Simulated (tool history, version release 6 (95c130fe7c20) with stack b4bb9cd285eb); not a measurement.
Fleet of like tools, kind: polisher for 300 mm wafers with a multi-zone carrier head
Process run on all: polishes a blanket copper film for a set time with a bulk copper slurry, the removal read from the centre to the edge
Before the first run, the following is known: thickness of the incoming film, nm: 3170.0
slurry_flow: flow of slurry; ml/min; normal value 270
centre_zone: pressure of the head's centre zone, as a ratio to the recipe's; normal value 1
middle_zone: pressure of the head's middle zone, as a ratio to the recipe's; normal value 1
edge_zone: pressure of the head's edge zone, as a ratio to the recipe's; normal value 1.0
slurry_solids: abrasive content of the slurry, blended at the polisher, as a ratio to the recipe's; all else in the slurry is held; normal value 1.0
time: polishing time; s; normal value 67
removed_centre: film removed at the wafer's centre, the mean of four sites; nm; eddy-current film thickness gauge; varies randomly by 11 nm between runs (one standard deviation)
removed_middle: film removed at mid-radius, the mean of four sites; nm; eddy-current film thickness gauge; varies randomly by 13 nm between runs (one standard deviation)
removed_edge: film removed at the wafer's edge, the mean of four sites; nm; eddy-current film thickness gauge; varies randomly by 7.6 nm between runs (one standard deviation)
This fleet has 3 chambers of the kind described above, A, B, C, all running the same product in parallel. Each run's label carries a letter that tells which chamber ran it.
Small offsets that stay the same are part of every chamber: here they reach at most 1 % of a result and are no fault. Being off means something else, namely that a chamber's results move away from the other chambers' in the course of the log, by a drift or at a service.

{"run": "1B", "day": 0.308, "slurry_flow": 270, "centre_zone": 1, "middle_zone": 1, "edge_zone": 1.0, "slurry_solids": 1.0, "time": 67, "removed_centre": 1143.7, "removed_middle": 1120.9, "removed_edge": 1136.2}
{"run": "2C", "day": 0.871, "slurry_flow": 270, "centre_zone": 1, "middle_zone": 1, "edge_zone": 1.0, "slurry_solids": 1.0, "time": 67, "removed_centre": 1142.8, "removed_middle": 1147.8, "removed_edge": 1126.3}
{"run": "3A", "day": 1.529, "slurry_flow": 270, "centre_zone": 1, "middle_zone": 1, "edge_zone": 1.0, "slurry_solids": 1.0, "time": 67, "removed_centre": 1148.5, "removed_middle": 1140.4, "removed_edge": 1131.5}
{"day": 1.725, "done": "chamber A: worn pad replaced by a new one"}
{"run": "4B", "day": 2.146, "slurry_flow": 270, "centre_zone": 1, "middle_zone": 1, "edge_zone": 1.0, "slurry_solids": 1.0, "time": 67, "removed_centre": 1108.1, "removed_middle": 1098.7, "removed_edge": 1121.9}
{"day": 2.471, "done": "chamber B: worn pad replaced by a new one"}
{"run": "5C", "day": 2.7, "slurry_flow": 270, "centre_zone": 1, "middle_zone": 1, "edge_zone": 1.0, "slurry_solids": 1.0, "time": 67, "removed_centre": 1133.4, "removed_middle": 1121.1, "removed_edge": 1129.6}
{"run": "6A", "day": 3.342, "slurry_flow": 270, "centre_zone": 1, "middle_zone": 1, "edge_zone": 1.0, "slurry_solids": 1.0, "time": 67, "removed_centre": 1127.6, "removed_middle": 1127.4, "removed_edge": 1131.8}
{"day": 3.812, "done": "chamber A: centre zone pressure recalibrated"}
{"run": "7B", "day": 3.812, "slurry_flow": 270, "centre_zone": 1, "middle_zone": 1, "edge_zone": 1.0, "slurry_solids": 1.0, "time": 67, "removed_centre": 1122.3, "removed_middle": 1125.2, "removed_edge": 1117.4}
{"day": 3.879, "done": "chamber B: slurry nozzle cleaned"}
{"run": "8A", "day": 4.125, "slurry_flow": 270, "centre_zone": 1, "middle_zone": 1, "edge_zone": 1.0, "slurry_solids": 1.0, "time": 67, "removed_centre": 1146.6, "removed_middle": 1154.9, "removed_edge": 1141.4}
{"run": "9C", "day": 4.558, "slurry_flow": 270, "centre_zone": 1, "middle_zone": 1, "edge_zone": 1.0, "slurry_solids": 1.0, "time": 67, "removed_centre": 1125.2, "removed_middle": 1133.1, "removed_edge": 1102.5}
{"day": 4.871, "done": "chamber A: worn pad replaced by a new one"}
{"run": "10A", "day": 5.117, "slurry_flow": 270, "centre_zone": 1, "middle_zone": 1, "edge_zone": 1.0, "slurry_solids": 1.0, "time": 67, "removed_centre": 1110.1, "removed_middle": 1117.4, "removed_edge": 1127.5}
{"run": "11B", "day": 5.408, "slurry_flow": 270, "centre_zone": 1, "middle_zone": 1, "edge_zone": 1.0, "slurry_solids": 1.0, "time": 67, "removed_centre": 1118.6, "removed_middle": 1146.6, "removed_edge": 1118.3}
{"day": 5.483, "done": "chamber B: worn pad replaced by a new one"}
{"run": "12C", "day": 6.0, "slurry_flow": 270, "centre_zone": 1, "middle_zone": 1, "edge_zone": 1.0, "slurry_solids": 1.0, "time": 67, "removed_centre": 1078.8, "removed_middle": 1113.4, "removed_edge": 1082.5}
{"run": "13A", "day": 6.321, "slurry_flow": 270, "centre_zone": 1, "middle_zone": 1, "edge_zone": 1.0, "slurry_solids": 1.0, "time": 67, "removed_centre": 1148.2, "removed_middle": 1113.4, "removed_edge": 1142.2}
{"day": 6.488, "done": "chamber C: slurry nozzle cleaned"}
{"day": 6.792, "done": "chamber A: slurry nozzle cleaned"}
{"run": "14B", "day": 6.967, "slurry_flow": 270, "centre_zone": 1, "middle_zone": 1, "edge_zone": 1.0, "slurry_solids": 1.0, "time": 67, "removed_centre": 1127.2, "removed_middle": 1144.4, "removed_edge": 1126.8}
{"run": "15C", "day": 7.342, "slurry_flow": 270, "centre_zone": 1, "middle_zone": 1, "edge_zone": 1.0, "slurry_solids": 1.0, "time": 67, "removed_centre": 1078.6, "removed_middle": 1098.0, "removed_edge": 1068.3}
{"run": "16A", "day": 7.688, "slurry_flow": 270, "centre_zone": 1, "middle_zone": 1, "edge_zone": 1.0, "slurry_solids": 1.0, "time": 67, "removed_centre": 1129.7, "removed_middle": 1146.2, "removed_edge": 1150.7}
{"day": 7.7, "done": "chamber A: worn pad replaced by a new one"}
{"day": 7.762, "done": "chamber C: centre zone pressure recalibrated"}
{"day": 7.904, "done": "chamber B: centre zone pressure recalibrated"}
{"run": "17B", "day": 7.996, "slurry_flow": 270, "centre_zone": 1, "middle_zone": 1, "edge_zone": 1.0, "slurry_solids": 1.0, "time": 67, "removed_centre": 1128.5, "removed_middle": 1141.2, "removed_edge": 1126.6}
{"day": 8.433, "done": "chamber B: worn pad replaced by a new one"}
{"run": "18C", "day": 8.512, "slurry_flow": 270, "centre_zone": 1, "middle_zone": 1, "edge_zone": 0.9, "slurry_solids": 1.0, "time": 67, "removed_centre": 1058.2, "removed_middle": 1073.8, "removed_edge": 998.95}
{"run": "19A", "day": 8.908, "slurry_flow": 270, "centre_zone": 1, "middle_zone": 1, "edge_zone": 0.9, "slurry_solids": 1.0, "time": 67, "removed_centre": 1129.4, "removed_middle": 1123.2, "removed_edge": 1087.4}
{"run": "20B", "day": 9.279, "slurry_flow": 270, "centre_zone": 1, "middle_zone": 1, "edge_zone": 0.9, "slurry_solids": 1.0, "time": 67, "removed_centre": 1130.6, "removed_middle": 1133.2, "removed_edge": 1053.2}
{"run": "21C", "day": 9.821, "slurry_flow": 270, "centre_zone": 1, "middle_zone": 1, "edge_zone": 1.0, "slurry_solids": 1.0, "time": 67, "removed_centre": 1040.2, "removed_middle": 1043.0, "removed_edge": 1023.8}
{"day": 10.296, "done": "chamber A: worn pad replaced by a new one"}
{"run": "22B", "day": 10.338, "slurry_flow": 270, "centre_zone": 1, "middle_zone": 1, "edge_zone": 1.0, "slurry_solids": 1.0, "time": 67, "removed_centre": 1133.6, "removed_middle": 1129.8, "removed_edge": 1123.1}
{"run": "23A", "day": 10.646, "slurry_flow": 270, "centre_zone": 1, "middle_zone": 1, "edge_zone": 1.0, "slurry_solids": 1.2, "time": 67, "removed_centre": 1161.0, "removed_middle": 1181.7, "removed_edge": 1165.0}
{"day": 10.967, "done": "chamber B: worn pad replaced by a new one"}
{"run": "24C", "day": 11.2, "slurry_flow": 270, "centre_zone": 1, "middle_zone": 1, "edge_zone": 1.0, "slurry_solids": 1.2, "time": 67, "removed_centre": 1059.4, "removed_middle": 1086.9, "removed_edge": 1057.8}
{"run": "25B", "day": 11.625, "slurry_flow": 270, "centre_zone": 1, "middle_zone": 1, "edge_zone": 1.0, "slurry_solids": 1.2, "time": 67, "removed_centre": 1172.7, "removed_middle": 1196.7, "removed_edge": 1182.6}
{"run": "26C", "day": 12.279, "slurry_flow": 270, "centre_zone": 1, "middle_zone": 1, "edge_zone": 1.0, "slurry_solids": 1.0, "time": 67, "removed_centre": 1016.6, "removed_middle": 1035.3, "removed_edge": 1003.0}
{"run": "27A", "day": 12.779, "slurry_flow": 270, "centre_zone": 1, "middle_zone": 1, "edge_zone": 1.0, "slurry_solids": 1.0, "time": 67, "removed_centre": 1131.1, "removed_middle": 1142.0, "removed_edge": 1152.7}
{"run": "28B", "day": 13.15, "slurry_flow": 270, "centre_zone": 1, "middle_zone": 1, "edge_zone": 1.0, "slurry_solids": 1.0, "time": 67, "removed_centre": 1113.0, "removed_middle": 1135.6, "removed_edge": 1122.6}

Next, every chamber runs the same settings. What will each give?
{"run": "29A", "day": 13.629, "slurry_flow": 270, "centre_zone": 1, "middle_zone": 1, "edge_zone": 1.0, "slurry_solids": 1.0, "time": 67, "removed_centre": "?", "removed_middle": "?", "removed_edge": "?"}
{"run": "29B", "day": 13.629, "slurry_flow": 270, "centre_zone": 1, "middle_zone": 1, "edge_zone": 1.0, "slurry_solids": 1.0, "time": 67, "removed_centre": "?", "removed_middle": "?", "removed_edge": "?"}
{"run": "29C", "day": 13.629, "slurry_flow": 270, "centre_zone": 1, "middle_zone": 1, "edge_zone": 1.0, "slurry_solids": 1.0, "time": 67, "removed_centre": "?", "removed_middle": "?", "removed_edge": "?"}

run=29A removed_centre=1123.8 removed_middle=1128.0 removed_edge=1138.00
run=29B removed_centre=1110.9 removed_middle=1125.1 removed_edge=1131.70
run=29C removed_centre=1004.0 removed_middle=1011.8 removed_edge=983.03
